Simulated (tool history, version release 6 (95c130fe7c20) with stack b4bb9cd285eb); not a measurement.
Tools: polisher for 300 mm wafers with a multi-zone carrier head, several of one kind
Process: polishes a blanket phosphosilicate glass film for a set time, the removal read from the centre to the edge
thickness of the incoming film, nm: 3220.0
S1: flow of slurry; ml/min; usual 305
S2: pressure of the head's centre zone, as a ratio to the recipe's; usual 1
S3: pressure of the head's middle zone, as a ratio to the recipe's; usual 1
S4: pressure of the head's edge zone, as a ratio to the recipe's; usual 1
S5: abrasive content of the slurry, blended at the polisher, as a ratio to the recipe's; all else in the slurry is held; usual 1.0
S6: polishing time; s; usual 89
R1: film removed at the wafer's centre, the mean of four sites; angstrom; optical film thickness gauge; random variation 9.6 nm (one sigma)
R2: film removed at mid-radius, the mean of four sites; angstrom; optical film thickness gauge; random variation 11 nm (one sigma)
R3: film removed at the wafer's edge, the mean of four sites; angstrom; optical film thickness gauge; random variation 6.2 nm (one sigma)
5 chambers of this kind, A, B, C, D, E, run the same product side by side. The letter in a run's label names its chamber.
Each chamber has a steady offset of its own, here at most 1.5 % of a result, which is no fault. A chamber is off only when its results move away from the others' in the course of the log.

run   hour   S1  S2  S3  S4   S5  S6      R1      R2      R3
       1.4  -- chamber B: centre zone pressure recalibrated
       8.8  -- chamber D: worn pad replaced by a new one
       8.8  -- chamber E: worn pad replaced by a new one
 1B   10.0  305   1   1   1  1.0  89  7448.8  7324.2  7375.5
      10.8  -- chamber B: worn pad replaced by a new one
 2C   20.7  305   1   1   1  1.0  89  7508.0  7693.5  7554.6
 3D   27.2  305   1   1   1  1.0  89  7401.0  7665.4  7512.8
 4A   36.4  305   1   1   1  1.0  89  7599.5  7208.4  7363.3
      38.3  -- chamber A: worn pad replaced by a new one
 5E   48.1  305   1   1   1  1.0  89  7534.6  7381.2  7553.8
 6C   59.7  305   1   1   1  1.0  89  7305.1  7571.2  7474.8
      66.4  -- chamber C: worn pad replaced by a new one
 7D   69.0  305   1   1   1  1.0  89  7390.3  7552.4  7546.0
      73.3  -- chamber C: slurry nozzle cleaned
      79.8  -- chamber B: worn pad replaced by a new one
 8E   82.5  305   1   1   1  1.0  89  7689.3  7598.5  7586.4
      92.3  -- chamber D: slurry nozzle cleaned
 9A   93.4  305   1   1   1  1.0  89  7600.3  7430.3  7459.8
      98.1  -- chamber D: worn pad replaced by a new one
     103.1  -- chamber E: worn pad replaced by a new one
10B  104.7  305   1   1   1  1.0  89  7542.0  7380.5  7481.7
11A  115.9  305   1   1   1  0.8  89  6884.8  6646.3  6631.1
     117.7  -- chamber A: worn pad replaced by a new one
12C  127.8  305   1   1   1  0.8  89  6667.5  6500.3  6622.7
13D  136.3  305   1   1   1  0.8  89  6699.1  6699.7  6667.0
14B  147.7  305   1   1   1  0.8  89  6558.5  6562.2  6723.6
     151.4  -- chamber B: worn pad replaced by a new one
15E  161.3  305   1   1   1  0.8  89  6765.7  6787.5  6743.5
     165.0  -- chamber C: worn pad replaced by a new one
     165.6  -- chamber A: centre zone pressure recalibrated
16B  173.6  305   1   1   1  1.0  89  7194.2  7421.5  7468.7
     183.9  -- chamber D: worn pad replaced by a new one
17D  184.6  215   1   1   1  1.1  89  7678.2  7551.0  7654.7
     191.0  -- chamber A: worn pad replaced by a new one
18A  196.8  215   1   1   1  1.1  89  7619.3  7541.7  7676.4
     205.4  -- chamber E: worn pad replaced by a new one
19C  206.3  215   1   1   1  1.1  89  7388.5  7619.8  7672.8
20E  214.6  215   1   1   1  1.1  89  7629.1  7535.5  7606.4
21C  222.5  215   1   1   1  1.1  89  7505.0  7590.4  7609.7
     227.4  -- chamber C: centre zone pressure recalibrated
     233.0  -- chamber B: worn pad replaced by a new one
22A  235.6  305   1   1   1  1.0  89  7520.3  7253.6  7514.2
     243.5  -- chamber C: worn pad replaced by a new one
     245.2  -- chamber E: slurry nozzle cleaned
23D  247.1  305   1   1   1  1.0  89  7567.8  7643.2  7418.8
     252.3  -- chamber D: centre zone pressure recalibrated
     254.0  -- chamber A: edge zone pressure recalibrated
24B  255.8  305   1   1   1  1.0  89  7512.8  7543.2  7471.4
     263.5  -- chamber A: slurry nozzle cleaned
25E  263.7  305   1   1   1  1.0  89  7366.6  7373.0  7479.0
     267.7  -- chamber D: worn pad replaced by a new one
     268.4  -- chamber A: worn pad replaced by a new one
26C  272.0  305   1   1   1  1.0  89  7670.4  7398.4  7451.3
     274.8  -- chamber C: edge zone pressure recalibrated
27E  278.7  305   1   1   1  1.0  89  7609.9  7438.0  7570.5
28A  285.0  305   1   1   1  1.0  89  7778.2  7415.1  7463.9
     290.8  -- chamber B: slurry nozzle cleaned
29B  298.0  305   1   1   1  1.0  89  7499.7  7630.1  7548.6
30D  306.2  305   1   1   1  1.0  89  6684.9  7410.5  7518.4
31B  312.4  305   1   1   1  1.0  89  7601.9  7594.2  7595.8
     317.2  -- chamber B: worn pad replaced by a new one
32C  322.4  305   1   1   1  1.0  89  7618.2  7537.5  7496.7
     324.2  -- chamber E: worn pad replaced by a new one
     326.7  -- chamber C: slurry nozzle cleaned
     331.7  -- chamber C: worn pad replaced by a new one
33D  334.8  305   1   1   1  1.0  89  6667.6  7769.9  7634.0
     338.8  -- chamber D: worn pad replaced by a new one
34A  342.3  305   1   1   1  1.0  89  7617.5  7798.3  7477.9
35E  352.8  305   1   1   1  1.0  89  7387.0  7380.5  7430.5
     353.3  -- chamber A: worn pad replaced by a new one
36C  363.1  305   1   1   1  1.0  89  7556.9  7336.3  7502.3
37B  374.0  305   1   1   1  1.0  89  7476.1  7710.1  7632.8
38A  385.3  305   1   1   1  1.0  89  7658.5  7515.8  7424.5
39D  392.3  305   1   1   1  1.0  89  6539.6  7408.7  7603.0

What goes on in this fleet: one chamber off, a drifting gauge, or nothing beyond the chambers' own small offsets? Name the chamber and the cause, if any.

A service left chamber D off against the others.
Cause: centre zone's pressure below its setpoint, % = 10.8.

Here are 4 candidates for chamber D's next run, each the usual settings with a change, their results left as question marks. Which one brings its results back in line with what the others give on the usual settings?
In line means no further than this from the other chambers' mean on the usual settings: R1 340.0 angstrom; R2 390.0 angstrom; R3 220.0 angstrom
40D-1  402.2  310  1.10  0.97  0.97  1.0  90   ?   ?   ?
40D-2  402.2  300  0.90  1.03  1.03  1.0  88   ?   ?   ?
40D-3  402.2  305  1.03  0.99  0.99  1.0  89   ?   ?   ?
40D-4  402.2  305  0.97  1.01  1.01  1.0  89   ?   ?   ?

The other chambers' mean on the usual settings: R1 7527.8 angstrom; R2 7468.8 angstrom; R3 7485.2 angstrom
  run      R1      R2      R3
40D-1  7472.0  7503.8  7485.7
40D-2  5841.2  7728.8  7532.6
40D-3  6866.0  7549.0  7471.9
40D-4  6428.6  7688.8  7549.8
40D-1 brings the chamber back in line.
